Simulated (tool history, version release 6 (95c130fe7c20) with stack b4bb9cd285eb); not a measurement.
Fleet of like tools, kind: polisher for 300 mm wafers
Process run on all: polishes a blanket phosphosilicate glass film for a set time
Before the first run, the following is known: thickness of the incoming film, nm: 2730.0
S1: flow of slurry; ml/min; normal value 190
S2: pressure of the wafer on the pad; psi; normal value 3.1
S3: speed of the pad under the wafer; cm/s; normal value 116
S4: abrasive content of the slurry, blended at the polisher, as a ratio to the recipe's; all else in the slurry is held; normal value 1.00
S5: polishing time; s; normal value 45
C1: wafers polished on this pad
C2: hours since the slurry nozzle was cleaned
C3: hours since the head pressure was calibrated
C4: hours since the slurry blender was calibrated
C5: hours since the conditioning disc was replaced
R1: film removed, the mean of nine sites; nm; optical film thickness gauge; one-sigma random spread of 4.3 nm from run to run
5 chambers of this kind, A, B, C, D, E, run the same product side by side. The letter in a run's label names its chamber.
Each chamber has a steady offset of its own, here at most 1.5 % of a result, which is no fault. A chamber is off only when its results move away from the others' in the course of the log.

{"run": "1E", "day": 0.112, "S1": 190, "S2": 3.1, "S3": 116, "S4": 1.0, "S5": 45, "C1": 419, "C2": 237.6, "C3": 285.7, "C4": 175.2, "C5": 183.0, "R1": 472.77}
{"run": "2D", "day": 0.292, "S1": 190, "S2": 3.1, "S3": 116, "S4": 1.0, "S5": 45, "C1": 865, "C2": 96.5, "C3": 1323.0, "C4": 325.7, "C5": 69.9, "R1": 473.84}
{"run": "3B", "day": 0.404, "S1": 190, "S2": 3.1, "S3": 116, "S4": 1.0, "S5": 45, "C1": 735, "C2": 32.4, "C3": 11.1, "C4": 338.4, "C5": 472.7, "R1": 481.25}
{"run": "4A", "day": 0.512, "S1": 190, "S2": 3.1, "S3": 116, "S4": 1.0, "S5": 45, "C1": 175, "C2": 213.0, "C3": 1032.5, "C4": 65.9, "C5": 122.4, "R1": 464.53}
{"run": "5C", "day": 0.692, "S1": 190, "S2": 3.1, "S3": 116, "S4": 1.0, "S5": 45, "C1": 402, "C2": 103.4, "C3": 209.9, "C4": 146.3, "C5": 334.5, "R1": 470.79}
{"run": "6B", "day": 0.838, "S1": 190, "S2": 3.1, "S3": 116, "S4": 1.0, "S5": 45, "C1": 874, "C2": 42.8, "C3": 21.5, "C4": 348.8, "C5": 483.1, "R1": 473.18}
{"run": "7D", "day": 0.983, "S1": 190, "S2": 3.1, "S3": 116, "S4": 0.8, "S5": 45, "C1": 1086, "C2": 113.1, "C3": 1339.6, "C4": 342.3, "C5": 86.5, "R1": 431.12}
{"day": 1.004, "done": "chamber B: worn pad replaced by a new one"}
{"day": 1.071, "done": "chamber E: worn pad replaced by a new one"}
{"run": "8A", "day": 1.154, "S1": 190, "S2": 3.1, "S3": 116, "S4": 0.8, "S5": 45, "C1": 381, "C2": 228.4, "C3": 1047.9, "C4": 81.3, "C5": 137.8, "R1": 419.06}
{"run": "9C", "day": 1.288, "S1": 190, "S2": 3.1, "S3": 116, "S4": 0.8, "S5": 45, "C1": 593, "C2": 117.7, "C3": 224.2, "C4": 160.6, "C5": 348.8, "R1": 417.78}
{"run": "10E", "day": 1.467, "S1": 190, "S2": 3.1, "S3": 116, "S4": 0.8, "S5": 45, "C1": 127, "C2": 270.1, "C3": 318.2, "C4": 207.7, "C5": 215.5, "R1": 432.07}
{"day": 1.492, "done": "chamber D: worn pad replaced by a new one"}
{"run": "11C", "day": 1.55, "S1": 190, "S2": 3.1, "S3": 116, "S4": 0.8, "S5": 45, "C1": 677, "C2": 124.0, "C3": 230.5, "C4": 166.9, "C5": 355.1, "R1": 417.95}
{"run": "12B", "day": 1.671, "S1": 190, "S2": 3.1, "S3": 116, "S4": 1.0, "S5": 45, "C1": 214, "C2": 62.8, "C3": 41.5, "C4": 368.8, "C5": 503.1, "R1": 478.44}
{"day": 1.717, "done": "chamber D: head pressure recalibrated"}
{"run": "13D", "day": 1.838, "S1": 190, "S2": 3.1, "S3": 116, "S4": 1.0, "S5": 45, "C1": 111, "C2": 133.6, "C3": 3.0, "C4": 362.8, "C5": 107.0, "R1": 542.78}
{"day": 1.862, "done": "chamber C: worn pad replaced by a new one"}
{"day": 1.879, "done": "chamber B: slurry blender recalibrated"}
{"run": "14A", "day": 1.958, "S1": 190, "S2": 3.1, "S3": 116, "S4": 1.0, "S5": 45, "C1": 638, "C2": 247.7, "C3": 1067.2, "C4": 100.6, "C5": 157.1, "R1": 474.2}
{"run": "15E", "day": 2.129, "S1": 190, "S2": 3.1, "S3": 116, "S4": 1.0, "S5": 45, "C1": 339, "C2": 286.0, "C3": 334.1, "C4": 223.6, "C5": 231.4, "R1": 478.46}
{"run": "16E", "day": 2.308, "S1": 190, "S2": 3.1, "S3": 116, "S4": 1.0, "S5": 45, "C1": 396, "C2": 290.3, "C3": 338.4, "C4": 227.9, "C5": 235.7, "R1": 472.08}
{"run": "17A", "day": 2.396, "S1": 170, "S2": 3.1, "S3": 116, "S4": 1.15, "S5": 45, "C1": 778, "C2": 258.2, "C3": 1077.7, "C4": 111.1, "C5": 167.6, "R1": 491.93}
{"run": "18D", "day": 2.554, "S1": 170, "S2": 3.1, "S3": 116, "S4": 1.15, "S5": 45, "C1": 341, "C2": 150.8, "C3": 20.2, "C4": 380.0, "C5": 124.2, "R1": 556.44}
{"run": "19C", "day": 2.671, "S1": 170, "S2": 3.1, "S3": 116, "S4": 1.15, "S5": 45, "C1": 259, "C2": 150.9, "C3": 257.4, "C4": 193.8, "C5": 382.0, "R1": 490.14}
{"run": "20B", "day": 2.812, "S1": 170, "S2": 3.1, "S3": 116, "S4": 1.15, "S5": 45, "C1": 579, "C2": 90.2, "C3": 68.9, "C4": 22.4, "C5": 530.5, "R1": 504.63}
{"run": "21E", "day": 2.921, "S1": 170, "S2": 3.1, "S3": 116, "S4": 1.15, "S5": 45, "C1": 592, "C2": 305.0, "C3": 353.1, "C4": 242.6, "C5": 250.4, "R1": 495.26}
{"run": "22D", "day": 3.012, "S1": 190, "S2": 3.1, "S3": 116, "S4": 1.0, "S5": 45, "C1": 488, "C2": 161.8, "C3": 31.2, "C4": 391.0, "C5": 135.2, "R1": 535.65}
{"day": 3.108, "done": "chamber A: slurry nozzle cleaned"}
{"run": "23B", "day": 3.125, "S1": 190, "S2": 3.1, "S3": 116, "S4": 1.0, "S5": 45, "C1": 679, "C2": 97.7, "C3": 76.4, "C4": 29.9, "C5": 538.0, "R1": 474.16}
{"run": "24C", "day": 3.238, "S1": 190, "S2": 3.1, "S3": 116, "S4": 1.0, "S5": 45, "C1": 440, "C2": 164.5, "C3": 271.0, "C4": 207.4, "C5": 395.6, "R1": 471.54}
{"run": "25A", "day": 3.379, "S1": 190, "S2": 3.1, "S3": 116, "S4": 1.0, "S5": 45, "C1": 1093, "C2": 6.6, "C3": 1101.3, "C4": 134.7, "C5": 191.2, "R1": 470.56}
{"run": "26B", "day": 3.496, "S1": 190, "S2": 3.1, "S3": 116, "S4": 1.0, "S5": 45, "C1": 798, "C2": 106.6, "C3": 85.3, "C4": 38.8, "C5": 546.9, "R1": 481.49}
{"day": 3.554, "done": "chamber E: worn pad replaced by a new one"}
{"day": 3.621, "done": "chamber A: head pressure recalibrated"}
{"run": "27C", "day": 3.658, "S1": 190, "S2": 3.1, "S3": 116, "S4": 1.0, "S5": 45, "C1": 575, "C2": 174.6, "C3": 281.1, "C4": 217.5, "C5": 405.7, "R1": 472.23}
{"day": 3.754, "done": "chamber D: conditioning disc replaced and pad reconditioned"}
{"run": "28A", "day": 3.812, "S1": 190, "S2": 3.1, "S3": 116, "S4": 1.0, "S5": 45, "C1": 1231, "C2": 17.0, "C3": 4.7, "C4": 145.1, "C5": 201.6, "R1": 461.02}
{"run": "29E", "day": 3.954, "S1": 190, "S2": 3.1, "S3": 116, "S4": 1.0, "S5": 57, "C1": 128, "C2": 329.8, "C3": 377.9, "C4": 267.4, "C5": 275.2, "R1": 592.58}
{"day": 4.0, "done": "chamber E: slurry nozzle cleaned"}
{"day": 4.088, "done": "chamber C: worn pad replaced by a new one"}
{"run": "30D", "day": 4.108, "S1": 190, "S2": 3.1, "S3": 116, "S4": 1.0, "S5": 57, "C1": 838, "C2": 188.1, "C3": 57.5, "C4": 417.3, "C5": 8.6, "R1": 678.84}
{"run": "31D", "day": 4.196, "S1": 190, "S2": 3.1, "S3": 116, "S4": 1.0, "S5": 57, "C1": 866, "C2": 190.2, "C3": 59.6, "C4": 419.4, "C5": 10.7, "R1": 672.13}
{"day": 4.258, "done": "chamber B: worn pad replaced by a new one"}
{"day": 4.296, "done": "chamber A: worn pad replaced by a new one"}
{"run": "32A", "day": 4.3, "S1": 190, "S2": 3.1, "S3": 116, "S4": 1.0, "S5": 57, "C1": 1, "C2": 28.7, "C3": 16.4, "C4": 156.8, "C5": 213.3, "R1": 594.95}
{"run": "33B", "day": 4.383, "S1": 190, "S2": 3.1, "S3": 116, "S4": 1.0, "S5": 57, "C1": 40, "C2": 127.9, "C3": 106.6, "C4": 60.1, "C5": 568.2, "R1": 603.12}
{"run": "34C", "day": 4.529, "S1": 190, "S2": 3.1, "S3": 116, "S4": 1.0, "S5": 45, "C1": 141, "C2": 195.5, "C3": 302.0, "C4": 238.4, "C5": 426.6, "R1": 473.17}
{"run": "35E", "day": 4.675, "S1": 190, "S2": 3.1, "S3": 116, "S4": 1.0, "S5": 45, "C1": 358, "C2": 16.2, "C3": 395.2, "C4": 284.7, "C5": 292.5, "R1": 484.45}

What goes on in this fleet: one chamber off, a drifting gauge, or nothing beyond the chambers' own small offsets? Name the chamber and the cause, if any.

The work done on chamber D during a service left it standing apart from the others.
Most likely cause: head's pressure above its setpoint, % = 11.6.

Which of the 4 candidates below, each the usual settings with something changed and its results left as question marks, puts chamber D back in line with what the other chambers give on the usual settings?
Maximum distance from the other chambers' mean on the usual settings for a result to count as in line: R1 15.00 nm
{"run": "36D-1", "day": 4.804, "S1": 190, "S2": 3.4, "S3": 116, "S4": 1.05, "S5": 45, "R1": "?"}
{"run": "36D-2", "day": 4.804, "S1": 190, "S2": 3.1, "S3": 116, "S4": 0.95, "S5": 41, "R1": "?"}
{"run": "36D-3", "day": 4.804, "S1": 245, "S2": 3.1, "S3": 116, "S4": 1.0, "S5": 45, "R1": "?"}
{"run": "36D-4", "day": 4.804, "S1": 190, "S2": 3.1, "S3": 114, "S4": 1.0, "S5": 44, "R1": "?"}

Other chambers, usual settings, mean: R1 474.54 nm
run=36D-1 R1=603.31
run=36D-2 R1=478.74
run=36D-3 R1=554.81
run=36D-4 R1=518.47
36D-2 brings the chamber back in line.

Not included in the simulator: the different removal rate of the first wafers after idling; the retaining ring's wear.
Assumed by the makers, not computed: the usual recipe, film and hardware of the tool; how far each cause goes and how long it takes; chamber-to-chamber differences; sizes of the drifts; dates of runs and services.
